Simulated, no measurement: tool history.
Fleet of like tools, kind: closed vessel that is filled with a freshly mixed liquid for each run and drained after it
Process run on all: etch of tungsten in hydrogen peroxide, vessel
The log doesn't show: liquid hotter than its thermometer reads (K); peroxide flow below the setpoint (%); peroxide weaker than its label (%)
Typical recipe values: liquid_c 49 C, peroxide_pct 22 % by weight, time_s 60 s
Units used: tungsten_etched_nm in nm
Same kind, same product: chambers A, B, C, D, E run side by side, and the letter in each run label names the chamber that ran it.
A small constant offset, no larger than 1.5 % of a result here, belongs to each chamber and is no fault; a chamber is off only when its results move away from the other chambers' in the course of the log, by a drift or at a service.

| run | hour | liquid_c | peroxide_pct | time_s | hours since the thermometer was replaced | hours since the peroxide flow meter was replaced | hours since the drum of peroxide was connected | read-back film thickness of the tungsten reference wafer, read on the same gauge (nm) | tungsten_etched_nm |
|---|---|---|---|---|---|---|---|---|---|
| 1B | 6.5 | 49 | 22 | 60 | 751.5 | 432.7 | 819.4 | 99.993 | 119.36 |
| 2E | 18.2 | 49 | 22 | 60 | 2404.9 | 1443.9 | 377.2 | 100.01 | 121.57 |
| 3D | 28.5 | 49 | 22 | 60 | 252.5 | 968.9 | 309.3 | 100.03 | 120.96 |
|  | 35.8 | chamber E: peroxide flow meter replaced |
|  | 37.2 | chamber B: peroxide flow meter replaced |
| 4C | 41.4 | 49 | 22 | 60 | 703.1 | 435.7 | 124.2 | 100.01 | 119.61 |
| 5A | 52.7 | 49 | 22 | 60 | 2729.4 | 63 | 595.2 | 100.03 | 120.12 |
| 6D | 64.7 | 49 | 22 | 60 | 288.7 | 1005.1 | 345.5 | 99.989 | 122.87 |
| 7B | 77.4 | 49 | 22 | 60 | 822.4 | 40.3 | 890.3 | 100.03 | 117.46 |
| 8A | 87.7 | 49 | 22 | 60 | 2764.4 | 98 | 630.2 | 100 | 121.16 |
| 9E | 94.1 | 42.5 | 22 | 60 | 2480.8 | 58.4 | 453.1 | 99.996 | 81.632 |
| 10C | 101.7 | 42.5 | 22 | 60 | 763.4 | 496 | 184.5 | 99.971 | 80.142 |
| 11C | 111 | 42.5 | 22 | 60 | 772.7 | 505.3 | 193.8 | 100.03 | 79.957 |
| 12B | 119.2 | 42.5 | 22 | 60 | 864.2 | 82.1 | 932.1 | 100.02 | 79.273 |
| 13A | 129.3 | 42.5 | 22 | 60 | 2806 | 139.6 | 671.8 | 100.03 | 80.65 |
| 14E | 139.1 | 49 | 22 | 60 | 2525.8 | 103.4 | 498.1 | 99.983 | 120.75 |
| 15D | 151.9 | 49 | 22 | 60 | 375.9 | 1092.3 | 432.7 | 99.979 | 123.6 |
|  | 155.1 | chamber D: new drum of peroxide connected |
| 16D | 158.8 | 49 | 22 | 60 | 382.8 | 1099.2 | 3.7 | 99.971 | 124.07 |
| 17A | 166.5 | 49 | 22 | 60 | 2843.2 | 176.8 | 709 | 99.993 | 122.26 |
| 18E | 173.4 | 49 | 22 | 60 | 2560.1 | 137.7 | 532.4 | 99.996 | 121.61 |
| 19B | 181.2 | 49 | 22 | 60 | 926.2 | 144.1 | 994.1 | 99.986 | 119.45 |
| 20C | 189.1 | 49 | 22 | 60 | 850.8 | 583.4 | 271.9 | 99.964 | 120.46 |
| 21B | 198.8 | 49 | 22 | 60 | 943.8 | 161.7 | 1011.7 | 99.985 | 119.59 |
| 22C | 208.7 | 49 | 22 | 60 | 870.4 | 603 | 291.5 | 100.04 | 119.61 |
| 23A | 219.8 | 49 | 22 | 60 | 2896.5 | 230.1 | 762.3 | 100.01 | 120.34 |
| 24E | 233.3 | 49 | 22 | 60 | 2620 | 197.6 | 592.3 | 100.04 | 122.96 |
| 25D | 244.3 | 49 | 22 | 60 | 468.3 | 1184.7 | 89.2 | 99.999 | 124.33 |
|  | 254.4 | chamber A: thermometer replaced |
| 26B | 256.4 | 49 | 22 | 60 | 1001.4 | 219.3 | 1069.3 | 99.995 | 117.87 |
| 27C | 266.7 | 49 | 22 | 60 | 928.4 | 661 | 349.5 | 99.999 | 119.26 |
| 28E | 274.3 | 49 | 22 | 60 | 2661 | 238.6 | 633.3 | 99.985 | 122.57 |
| 29D | 280.8 | 49 | 22 | 60 | 504.8 | 1221.2 | 125.7 | 100 | 127.98 |
|  | 287.4 | chamber B: thermometer replaced |
| 30A | 292 | 43.5 | 22 | 60 | 37.6 | 302.3 | 834.5 | 99.97 | 85.421 |
| 31C | 298.4 | 43.5 | 22 | 60 | 960.1 | 692.7 | 381.2 | 99.982 | 84.724 |
|  | 309.1 | chamber C: peroxide flow meter replaced |
| 32B | 309.8 | 43.5 | 22 | 60 | 22.5 | 272.7 | 1122.7 | 99.997 | 84.192 |
| 33D | 321 | 43.5 | 22 | 60 | 545 | 1261.4 | 165.9 | 99.97 | 89.985 |
| 34E | 331.1 | 43.5 | 22 | 60 | 2717.8 | 295.4 | 690.1 | 99.96 | 86.041 |
| 35A | 338.2 | 49 | 22 | 60 | 83.8 | 348.5 | 880.7 | 100.01 | 121.33 |
|  | 342 | chamber C: new drum of peroxide connected |
| 36B | 344.1 | 49 | 22 | 60 | 56.8 | 307 | 1157 | 100.03 | 119.91 |
| 37D | 355.9 | 49 | 22 | 60 | 579.9 | 1296.3 | 200.8 | 100.02 | 126.92 |
| 38A | 368.8 | 49 | 22 | 60 | 114.4 | 379.1 | 911.3 | 99.998 | 120.75 |
| 39C | 376.2 | 49 | 22 | 60 | 1037.9 | 67.1 | 34.3 | 100 | 120.2 |
|  | 383.4 | chamber E: thermometer replaced |
| 40E | 385.4 | 49 | 24 | 45 | 2.1 | 349.7 | 744.4 | 99.987 | 94.66 |
| 41B | 394.7 | 49 | 24 | 45 | 107.4 | 357.6 | 1207.6 | 99.97 | 92.385 |
| 42C | 401.1 | 49 | 24 | 45 | 1062.8 | 92 | 59.2 | 100.02 | 93.527 |

What goes on in this fleet: one chamber off, a drifting gauge, or nothing beyond the chambers' own small offsets? Name the chamber and the cause, if any.

Little by little, chamber D moves away from the other chambers.
Likeliest cause: liquid hotter than its thermometer reads (K) = 1.
The log might look much the same if the cause were instead: peroxide flow above the setpoint (%).

Chamber D could run next with any of the 4 candidate recipes listed below; each alters the usual settings, and their results appear as question marks. Which one brings its results back in line with what the other chambers deliver on the usual settings?
A result is in line if it is within this distance of the other chambers' mean on the usual settings: tungsten_etched_nm 3.7 nm
| 43D-1 | 410.7 | 49 | 19.5 | 60 |  |  |  |  | ? |
| 43D-2 | 410.7 | 50 | 22 | 65 |  |  |  |  | ? |
| 43D-3 | 410.7 | 50 | 22 | 60 |  |  |  |  | ? |
| 43D-4 | 410.7 | 49 | 17 | 60 |  |  |  |  | ? |

On the usual settings, the other chambers give on average: tungsten_etched_nm 120.35 nm
| run | tungsten_etched_nm |
|---|---|
| 43D-1 | 120.77 |
| 43D-2 | 147.62 |
| 43D-3 | 136.27 |
| 43D-4 | 112.85 |
Change 43D-1 lands the chamber within the allowed miss of the other chambers.

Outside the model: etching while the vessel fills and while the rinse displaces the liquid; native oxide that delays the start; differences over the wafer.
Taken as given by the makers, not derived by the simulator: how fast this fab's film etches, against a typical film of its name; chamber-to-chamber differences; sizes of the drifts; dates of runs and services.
